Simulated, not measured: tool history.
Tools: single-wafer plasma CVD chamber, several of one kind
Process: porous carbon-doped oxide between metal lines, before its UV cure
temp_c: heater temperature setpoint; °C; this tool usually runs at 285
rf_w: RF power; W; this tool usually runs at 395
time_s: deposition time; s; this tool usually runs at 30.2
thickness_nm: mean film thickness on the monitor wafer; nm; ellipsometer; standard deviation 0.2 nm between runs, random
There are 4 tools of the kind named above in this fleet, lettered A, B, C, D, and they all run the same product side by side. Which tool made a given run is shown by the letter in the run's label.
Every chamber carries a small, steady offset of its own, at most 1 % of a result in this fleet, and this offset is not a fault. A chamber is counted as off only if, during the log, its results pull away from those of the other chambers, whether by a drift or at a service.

run	day	temp_c	rf_w	time_s	hours since the last thermocouple change	hours since the last RF generator calibration	read-back reference wafer on the same gauge, thickness_nm	thickness_nm
1A	0.421	285	395	30.2	765.1	1662	153.92	149.46
2B	0.812	285	395	30.2	789.8	712.8	153.97	148.62
3C	1.138	285	395	30.2	805.6	241.1	153.91	148.68
4D	1.529	285	395	30.2	234.8	998.6	153.87	149.66
5B	1.875	285	395	30.2	815.3	738.3	153.91	148.56
6A	2.25	285	395	30.2	809	1705.9	153.84	149.12
7C	2.717	285	395	30.2	843.5	279	153.78	148.56
8D	3.092	285	395	30.2	272.3	1036.1	153.75	149.4
9B	3.579	273	395	32.6	856.2	779.2	153.73	172.6
10D	4.067	273	395	32.6	295.7	1059.5	153.69	173.4
11C	4.554	273	395	32.6	887.6	323.1	153.74	172.2
12A	4.925	273	395	32.6	873.2	1770.1	153.61	173.58
13B	5.392	295	445	30.2	899.7	822.7	153.61	153.37
14D	5.638	295	445	30.2	333.4	1097.2	153.56	153.98
15C	6.112	295	445	30.2	925	360.5	153.55	153.23
16A	6.383	295	445	30.2	908.2	1805.1	153.57	154.41
17B	6.804	285	395	30.2	933.6	856.6	153.48	148.14
18A	7.208	274	340	30.2	928	1824.9	153.46	141.61
19C	7.567	274	340	30.2	959.9	395.4	153.48	140.69
20D	7.942	274	340	30.2	388.7	1152.5	153.43	141.2
21A	8.238	274	340	30.2	952.7	1849.6	153.39	141.68
22C	8.508	285	395	30.2	982.5	418	153.31	148.27
23B	8.85	285	395	30.2	982.7	905.7	153.38	148.18
24D	9.2	285	395	30.2	418.9	1182.7	153.31	148.98
# day 9.238: chamber B: RF generator calibrated
25C	9.429	285	395	30.2	1004.6	440.1	153.26	148.25
26A	9.821	285	395	30.2	990.7	1887.6	153.3	148.79
27B	10.067	285	395	30.2	1011.9	19.9	153.24	147.86
28D	10.492	285	395	30.2	449.9	1213.7	153.25	148.83
29C	10.912	285	395	30.2	1040.2	475.7	153.19	147.73

Is one chamber out of step, is the gauge drifting, or do the chambers differ by no more than their own small offsets? For an off chamber, give its letter and the likeliest cause.

The shared gauge is drifting. All chambers look as if they move in step, but none is off.
Likeliest cause: gauge reads low (%) = 0.539.
